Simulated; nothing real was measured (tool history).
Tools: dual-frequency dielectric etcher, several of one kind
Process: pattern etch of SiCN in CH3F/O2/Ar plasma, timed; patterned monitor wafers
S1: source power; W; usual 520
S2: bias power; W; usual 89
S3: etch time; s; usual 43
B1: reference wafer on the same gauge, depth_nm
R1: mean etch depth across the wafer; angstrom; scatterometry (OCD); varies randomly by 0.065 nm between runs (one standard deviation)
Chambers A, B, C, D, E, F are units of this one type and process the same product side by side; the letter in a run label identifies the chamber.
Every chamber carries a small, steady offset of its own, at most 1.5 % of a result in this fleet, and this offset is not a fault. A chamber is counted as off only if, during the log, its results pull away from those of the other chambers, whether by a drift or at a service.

run	hour	S1	S2	S3	B1	R1
# hour 7.2: chamber A: wet clean of the chamber
1E	9.3	520	89	43	16.395	190.33
2A	15.7	520	89	43	16.4	191.78
3C	22.8	520	89	43	16.408	192.05
4D	32.1	520	89	43	16.395	193.49
# hour 34.2: chamber A: source power generator calibrated
5F	46.4	520	89	43	16.391	192.75
# hour 58.6: chamber E: wet clean of the chamber
6B	60.5	520	89	43	16.388	189.94
# hour 68.9: chamber E: source power generator calibrated
7B	74.8	520	76	39	16.389	163.07
8F	81.6	520	76	39	16.401	165.82
# hour 83.4: chamber A: bias power generator calibrated
9E	93.6	520	76	39	16.393	163.36
10A	102.4	520	76	39	16.392	165.29
11C	112.7	520	76	39	16.395	164.65
12D	121.4	520	76	39	16.407	165.75
# hour 125.3: chamber B: wet clean of the chamber
13D	129.4	520	89	43	16.389	193.59
# hour 130: chamber C: wet clean of the chamber
14E	138.4	590	74	43	16.39	188.36
15A	148	590	74	43	16.406	188.88
16F	154.8	590	74	43	16.39	189.94
17B	162.9	590	74	43	16.401	185.14
18C	170.9	590	74	43	16.388	188.71
19E	182.6	590	74	43	16.421	186.91
20C	190.9	520	89	43	16.404	192.25
21F	200.6	520	89	43	16.393	192.7
22A	214.7	520	89	43	16.415	192.6
23B	225.8	520	89	43	16.412	191.29
24D	235	520	89	43	16.383	193.19
25B	242.5	520	89	43	16.392	189.31
26A	252	520	89	43	16.405	192.02
# hour 253.3: chamber B: source power generator calibrated
27E	263.6	520	89	43	16.398	190.43
28C	270.8	520	89	43	16.407	191.96
29D	281	520	89	43	16.403	193.11
30F	295.7	520	89	43	16.421	192.91
31D	307.2	520	89	43	16.401	192.92
32E	316	520	89	43	16.416	191.82
33B	325	520	89	43	16.39	190.57
34C	333.3	520	89	43	16.399	191.38
35F	346.9	520	89	43	16.395	193.24
36A	357.8	520	89	43	16.387	191.95

All 6 chambers run these settings next. Forecast each chamber's results:
37A	368.4	520	89	43		?
37B	368.4	520	89	43		?
37C	368.4	520	89	43		?
37D	368.4	520	89	43		?
37E	368.4	520	89	43		?
37F	368.4	520	89	43		?

run	R1
37A	193.1
37B	189.78
37C	192.02
37D	193.86
37E	190.86
37F	192.99
